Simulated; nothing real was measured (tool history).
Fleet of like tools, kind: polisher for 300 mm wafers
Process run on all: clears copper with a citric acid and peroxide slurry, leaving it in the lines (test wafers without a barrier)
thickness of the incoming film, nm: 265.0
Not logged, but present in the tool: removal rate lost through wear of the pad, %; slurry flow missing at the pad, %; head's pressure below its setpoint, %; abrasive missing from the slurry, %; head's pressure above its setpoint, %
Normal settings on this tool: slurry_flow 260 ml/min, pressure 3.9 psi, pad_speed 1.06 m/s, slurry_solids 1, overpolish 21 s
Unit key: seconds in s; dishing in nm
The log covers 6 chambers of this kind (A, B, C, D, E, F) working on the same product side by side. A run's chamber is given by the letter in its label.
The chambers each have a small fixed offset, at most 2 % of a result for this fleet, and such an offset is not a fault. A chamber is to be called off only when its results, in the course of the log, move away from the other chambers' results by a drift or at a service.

run	hour	slurry_flow	pressure	pad_speed	slurry_solids	overpolish	wafers polished on this pad	hours since the slurry nozzle was cleaned	hours since the head pressure was calibrated	hours since the slurry blender was calibrated	seconds	dishing
# hour 1.9: chamber D: worn pad replaced by a new one
1B	4.7	260	3.9	1.06	1	21	242	100.1	677.9	106.5	90.074	41.827
2E	11	260	3.9	1.06	1	21	1139	427.8	268.6	67.2	85.626	42.448
3F	16.2	260	3.9	1.06	1	21	559	360.3	507.8	228.8	89.589	40.95
4D	22.6	260	3.9	1.06	1	21	174	211.9	762.1	337	89.638	41.52
# hour 25.2: chamber A: slurry blender recalibrated
5A	28.2	260	3.9	1.06	1	21	640	528.7	234.5	3	87.738	42.527
# hour 30.5: chamber A: worn pad replaced by a new one
6C	31.2	260	3.9	1.06	1	21	531	124	372.1	39.9	88.371	40.287
# hour 33.3: chamber E: slurry blender recalibrated
7D	35.5	260	3.9	1.06	1	21	282	224.8	775	349.9	87.784	41.723
8B	40	260	3.9	1.06	1	21	538	135.4	713.2	141.8	89.09	41.225
9F	45.6	340	3.3	1.06	1	21	805	389.7	537.2	258.2	101.4	36.779
10C	50.2	340	3.3	1.06	1	21	691	143	391.1	58.9	104.07	35.408
# hour 51.6: chamber C: worn pad replaced by a new one
11A	55.6	340	3.3	1.06	1	21	210	556.1	261.9	30.4	103.98	36.533
# hour 59.6: chamber E: worn pad replaced by a new one
# hour 60.4: chamber F: head pressure recalibrated
12E	61.2	340	3.3	1.06	1	21	14	478	318.8	28	103.13	37.329
# hour 63.9: chamber F: slurry blender recalibrated
13C	64.2	340	3.3	1.06	1	21	106	157	405.1	72.9	100.56	37.379
# hour 64.9: chamber D: worn pad replaced by a new one
# hour 66.1: chamber F: worn pad replaced by a new one
14D	69	340	3.3	1.06	1	21	34	258.3	808.5	383.4	104.45	36.485
15F	72.1	260	3.9	1.06	0.85	21	50	416.2	11.8	8.3	95.54	41.431
16B	78.5	260	3.9	1.06	0.85	21	861	173.9	751.7	180.3	91.542	40.383
17A	81.8	260	3.9	1.06	0.85	21	430	582.3	288.1	56.6	88.75	41.499
18E	84.9	260	3.9	1.06	0.85	21	212	501.7	342.5	51.7	91.43	42.957
19D	89.3	260	3.9	1.06	0.85	21	204	278.6	828.8	403.7	90.832	41.104
20C	92.8	260	3.9	1.06	0.85	21	345	185.6	433.7	101.5	91.258	40.009
21B	96.4	260	3.9	1.06	1	21	1011	191.8	769.6	198.2	88.474	41.512
22E	101.9	260	3.9	1.06	1	21	355	518.7	359.5	68.7	90.547	40.761
# hour 103.7: chamber A: worn pad replaced by a new one
23F	105.6	260	3.9	1.06	1	21	331	449.7	45.3	41.8	90.931	40.488
# hour 107.6: chamber D: slurry blender recalibrated
24A	111.2	260	3.9	1.06	1	21	63	611.7	317.5	86	85.77	41.808
25E	115.8	260	3.9	1.06	1	21	471	532.6	373.4	82.6	84.721	42.086
26B	120	260	3.9	1.06	1	21	1209	215.4	793.2	221.8	89.022	41.877
# hour 121.2: chamber B: worn pad replaced by a new one
# hour 122.9: chamber E: head pressure recalibrated
27F	124.9	260	3.9	1.06	1	21	493	469	64.6	61.1	90.347	41.478
28C	131.1	260	3.9	1.06	1	21	667	223.9	472	139.8	88.117	42.162
# hour 133.9: chamber D: worn pad replaced by a new one
29A	135.1	260	3.9	1.06	1	21	264	635.6	341.4	109.9	88.385	41.278
30D	140.8	260	3.9	1.06	1	21	57	330.1	880.3	33.2	89.816	43.798
31A	143.7	260	3.9	1.06	1	21	336	644.2	350	118.5	90.199	41.662
32F	150.1	260	3.9	1.06	1	21	705	494.2	89.8	86.3	90.254	43.845
# hour 151.3: chamber E: slurry blender recalibrated
33E	153.4	260	3.9	1.06	1	21	787	570.2	30.6	2.2	86.687	41.446
# hour 156.9: chamber C: worn pad replaced by a new one
34B	157.8	260	3.9	0.92	1	21	306	253.2	831	259.6	103.27	37.033
# hour 161.3: chamber F: worn pad replaced by a new one
35D	162.3	260	3.9	0.92	1	21	238	351.6	901.8	54.7	102.7	36.052
36C	168.5	260	3.9	0.92	1	21	97	261.3	509.4	177.2	102.16	36.552
37C	171.7	260	3.9	0.92	1	21	124	264.5	512.6	180.4	99.69	36.796
38E	177.6	260	3.9	0.92	1	21	990	594.4	54.8	26.4	103.33	38.675
39F	183.9	260	3.9	0.92	1	21	190	528	123.6	120.1	101.9	36.68
40B	189.8	260	3.9	1.06	1	21	575	285.2	863	291.6	90.412	42.235

Decide between three cases: one chamber stands off from its peers, the gauge reading all wafers drifts, or nothing is wrong past each chamber's small offset. Where a chamber is off, say which and what most likely put it there.

The fleet is healthy, with each chamber sitting at its usual small offset and no drift in the gauge.
